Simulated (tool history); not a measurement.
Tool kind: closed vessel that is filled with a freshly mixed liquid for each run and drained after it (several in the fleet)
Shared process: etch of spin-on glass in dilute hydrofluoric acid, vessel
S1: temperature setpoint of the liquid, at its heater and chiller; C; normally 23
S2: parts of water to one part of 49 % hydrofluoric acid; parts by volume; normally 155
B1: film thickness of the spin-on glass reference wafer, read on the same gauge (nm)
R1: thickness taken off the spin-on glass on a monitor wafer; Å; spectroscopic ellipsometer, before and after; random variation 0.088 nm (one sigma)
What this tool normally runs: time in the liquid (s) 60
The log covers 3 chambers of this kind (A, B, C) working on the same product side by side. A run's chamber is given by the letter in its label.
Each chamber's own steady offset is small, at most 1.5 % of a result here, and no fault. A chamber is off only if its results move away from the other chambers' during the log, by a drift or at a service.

run 1A hour=5.6 | S1=23 S2=155 time_in_the_liquid_(s)=60 | B1=100.01 | R1=112.85
run 2B hour=15.1 | S1=23 S2=155 time_in_the_liquid_(s)=60 | B1=100.01 | R1=111.95
run 3C hour=24.9 | S1=23 S2=155 time_in_the_liquid_(s)=60 | B1=99.996 | R1=113.1
run 4A hour=32.8 | S1=23 S2=155 time_in_the_liquid_(s)=60 | B1=100.01 | R1=113.45
run 5C hour=43.2 | S1=23 S2=185 time_in_the_liquid_(s)=90 | B1=99.992 | R1=138.66
run 6B hour=49.5 | S1=23 S2=185 time_in_the_liquid_(s)=90 | B1=99.988 | R1=139.27
run 7C hour=54.8 | S1=23 S2=185 time_in_the_liquid_(s)=90 | B1=100.01 | R1=138.03
run 8A hour=61.6 | S1=23 S2=155 time_in_the_liquid_(s)=60 | B1=99.989 | R1=114.37
run 9B hour=67.8 | S1=23 S2=155 time_in_the_liquid_(s)=60 | B1=100.01 | R1=112.82
run 10B hour=73.3 | S1=23 S2=155 time_in_the_liquid_(s)=60 | B1=100.01 | R1=113.84
run 11C hour=82.8 | S1=23 S2=155 time_in_the_liquid_(s)=60 | B1=99.979 | R1=112.54
run 12A hour=88.5 | S1=23 S2=155 time_in_the_liquid_(s)=60 | B1=100.01 | R1=114.04
run 13A hour=97.4 | S1=23 S2=155 time_in_the_liquid_(s)=60 | B1=99.995 | R1=113.99
run 14B hour=104.6 | S1=23 S2=155 time_in_the_liquid_(s)=60 | B1=100.02 | R1=113.32
run 15C hour=113.3 | S1=23 S2=155 time_in_the_liquid_(s)=60 | B1=100 | R1=113.9
run 16A hour=121.6 | S1=23 S2=155 time_in_the_liquid_(s)=60 | B1=100 | R1=115.76
run 17C hour=130.1 | S1=23 S2=155 time_in_the_liquid_(s)=60 | B1=99.987 | R1=114.99
run 18B hour=136.5 | S1=23 S2=155 time_in_the_liquid_(s)=60 | B1=100 | R1=111.15
run 19B hour=146.4 | S1=23 S2=155 time_in_the_liquid_(s)=60 | B1=100.02 | R1=111.87
run 20A hour=157.2 | S1=23 S2=155 time_in_the_liquid_(s)=60 | B1=99.988 | R1=113.95
run 21C hour=167.3 | S1=23 S2=155 time_in_the_liquid_(s)=60 | B1=100.02 | R1=113.49
run 22C hour=173.2 | S1=23 S2=155 time_in_the_liquid_(s)=60 | B1=99.996 | R1=112.83
run 23A hour=180.8 | S1=23 S2=155 time_in_the_liquid_(s)=60 | B1=100.01 | R1=113.05
run 24B hour=186.4 | S1=23 S2=155 time_in_the_liquid_(s)=60 | B1=99.99 | R1=109.44
run 25A hour=191.7 | S1=23 S2=155 time_in_the_liquid_(s)=60 | B1=99.996 | R1=113.58
run 26C hour=198.4 | S1=23 S2=155 time_in_the_liquid_(s)=60 | B1=99.995 | R1=113.42
run 27B hour=205.9 | S1=23 S2=155 time_in_the_liquid_(s)=60 | B1=99.997 | R1=108.22
run 28A hour=215 | S1=23 S2=155 time_in_the_liquid_(s)=60 | B1=99.994 | R1=114.16
run 29C hour=220.9 | S1=23 S2=155 time_in_the_liquid_(s)=60 | B1=100.02 | R1=113.91
run 30B hour=231.8 | S1=23 S2=155 time_in_the_liquid_(s)=60 | B1=100.01 | R1=107.89
-- hour=238.4 chamber A: thermometer replaced
run 31A hour=240.8 | S1=27.5 S2=190 time_in_the_liquid_(s)=60 | B1=100.01 | R1=106.35
run 32C hour=245.9 | S1=27.5 S2=190 time_in_the_liquid_(s)=60 | B1=99.998 | R1=104.38
run 33B hour=254.2 | S1=27.5 S2=190 time_in_the_liquid_(s)=60 | B1=99.99 | R1=98.104
run 34C hour=261.2 | S1=23 S2=155 time_in_the_liquid_(s)=60 | B1=100.01 | R1=114.21

The same settings go to every chamber for the next run, one line per chamber below. Forecast the results for each:
run 35A hour=269.2 | S1=23 S2=155 time_in_the_liquid_(s)=60 | R1=?
run 35B hour=269.2 | S1=23 S2=155 time_in_the_liquid_(s)=60 | R1=?
run 35C hour=269.2 | S1=23 S2=155 time_in_the_liquid_(s)=60 | R1=?

run=35A R1=114.31
run=35B R1=104.41
run=35C R1=114.6
